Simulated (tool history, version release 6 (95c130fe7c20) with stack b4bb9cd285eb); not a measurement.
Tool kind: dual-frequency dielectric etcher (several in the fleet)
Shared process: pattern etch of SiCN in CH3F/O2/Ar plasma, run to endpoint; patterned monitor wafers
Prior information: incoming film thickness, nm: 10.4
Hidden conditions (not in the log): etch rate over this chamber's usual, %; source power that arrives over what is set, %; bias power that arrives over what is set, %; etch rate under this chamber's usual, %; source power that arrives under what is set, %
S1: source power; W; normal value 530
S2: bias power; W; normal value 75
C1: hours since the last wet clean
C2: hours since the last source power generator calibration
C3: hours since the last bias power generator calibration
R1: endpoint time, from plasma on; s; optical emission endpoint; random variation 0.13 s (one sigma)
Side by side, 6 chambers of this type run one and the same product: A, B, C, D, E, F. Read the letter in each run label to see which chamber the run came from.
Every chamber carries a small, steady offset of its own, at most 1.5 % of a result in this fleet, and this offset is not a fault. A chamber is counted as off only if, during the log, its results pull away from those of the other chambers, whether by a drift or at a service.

| run | hour | S1 | S2 | C1 | C2 | C3 | R1 |
|---|---|---|---|---|---|---|---|
| 1D | 3.4 | 530 | 75 | 157.1 | 1653.8 | 48.2 | 24.520 |
| 2F | 7.4 | 530 | 75 | 496.0 | 1860.1 | 448.7 | 24.749 |
| 3A | 14.2 | 530 | 75 | 441.2 | 2935.7 | 1204.9 | 24.523 |
| 4B | 20.3 | 530 | 75 | 263.6 | 1801.7 | 4605.4 | 24.663 |
| 5E | 23.6 | 530 | 75 | 52.8 | 1814.1 | 284.9 | 24.626 |
| 6C | 27.8 | 530 | 75 | 334.9 | 793.8 | 552.7 | 24.214 |
| 7A | 31.6 | 530 | 75 | 458.6 | 2953.1 | 1222.3 | 24.187 |
| 8E | 34.8 | 530 | 75 | 64.0 | 1825.3 | 296.1 | 24.768 |
| 9F | 39.9 | 530 | 75 | 528.5 | 1892.6 | 481.2 | 24.513 |
| 10C | 43.4 | 530 | 75 | 350.5 | 809.4 | 568.3 | 24.088 |
| 11B | 46.6 | 530 | 75 | 289.9 | 1828.0 | 4631.7 | 24.600 |
| 12D | 50.7 | 530 | 75 | 204.4 | 1701.1 | 95.5 | 24.791 |
| 13A | 57.2 | 530 | 75 | 484.2 | 2978.7 | 1247.9 | 24.436 |
| 14F | 63.8 | 530 | 63 | 552.4 | 1916.5 | 505.1 | 26.197 |
| 15B | 69.1 | 530 | 63 | 312.4 | 1850.5 | 4654.2 | 26.005 |
|  | 72.4 | chamber B: bias power generator calibrated |
| 16D | 75.6 | 530 | 63 | 229.3 | 1726.0 | 120.4 | 26.053 |
|  | 75.8 | chamber F: wet clean of the chamber |
| 17C | 81.3 | 530 | 63 | 388.4 | 847.3 | 606.2 | 25.509 |
| 18E | 86.7 | 530 | 63 | 115.9 | 1877.2 | 348.0 | 26.044 |
|  | 89.8 | chamber A: wet clean of the chamber |
| 19E | 93.0 | 530 | 63 | 122.2 | 1883.5 | 354.3 | 26.095 |
| 20D | 96.2 | 530 | 75 | 249.9 | 1746.6 | 141.0 | 24.620 |
| 21B | 101.3 | 530 | 75 | 344.6 | 1882.7 | 28.9 | 24.554 |
| 22F | 106.5 | 440 | 89 | 30.8 | 1959.2 | 547.8 | 24.746 |
| 23A | 110.2 | 440 | 89 | 20.5 | 3031.7 | 1300.9 | 24.632 |
| 24C | 115.8 | 440 | 89 | 422.9 | 881.8 | 640.7 | 24.573 |
| 25B | 122.2 | 440 | 89 | 365.5 | 1903.6 | 49.8 | 25.060 |
| 26E | 127.4 | 440 | 89 | 156.6 | 1917.9 | 388.7 | 25.038 |
|  | 132.0 | chamber B: wet clean of the chamber |
| 27F | 133.6 | 440 | 89 | 57.9 | 1986.3 | 574.9 | 24.921 |
| 28D | 140.4 | 530 | 75 | 294.1 | 1790.8 | 185.2 | 24.279 |
| 29C | 145.0 | 530 | 75 | 452.1 | 911.0 | 669.9 | 24.417 |
| 30A | 150.6 | 530 | 84 | 60.9 | 3072.1 | 1341.3 | 23.339 |
| 31F | 156.9 | 530 | 84 | 81.2 | 2009.6 | 598.2 | 23.800 |
| 32A | 161.3 | 530 | 84 | 71.6 | 3082.8 | 1352.0 | 23.390 |
| 33D | 166.1 | 530 | 84 | 319.8 | 1816.5 | 210.9 | 23.688 |
| 34E | 172.7 | 530 | 84 | 201.9 | 1963.2 | 434.0 | 23.739 |
| 35B | 175.8 | 530 | 84 | 43.9 | 1957.2 | 103.4 | 23.509 |
| 36C | 181.3 | 530 | 75 | 488.4 | 947.3 | 706.2 | 24.457 |
| 37A | 187.6 | 530 | 75 | 97.9 | 3109.1 | 1378.3 | 24.375 |
| 38E | 193.6 | 580 | 75 | 222.8 | 1984.1 | 454.9 | 23.850 |
| 39D | 197.7 | 580 | 75 | 351.4 | 1848.1 | 242.5 | 23.821 |
| 40B | 204.3 | 580 | 75 | 72.4 | 1985.7 | 131.9 | 23.805 |

All 6 chambers run these settings next. Forecast each chamber's results:
| 41A | 209.2 | 460 | 75 |  |  |  | ? |
| 41B | 209.2 | 460 | 75 |  |  |  | ? |
| 41C | 209.2 | 460 | 75 |  |  |  | ? |
| 41D | 209.2 | 460 | 75 |  |  |  | ? |
| 41E | 209.2 | 460 | 75 |  |  |  | ? |
| 41F | 209.2 | 460 | 75 |  |  |  | ? |

| run | R1 |
|---|---|
| 41A | 25.712 |
| 41B | 26.056 |
| 41C | 25.535 |
| 41D | 26.148 |
| 41E | 26.014 |
| 41F | 25.995 |
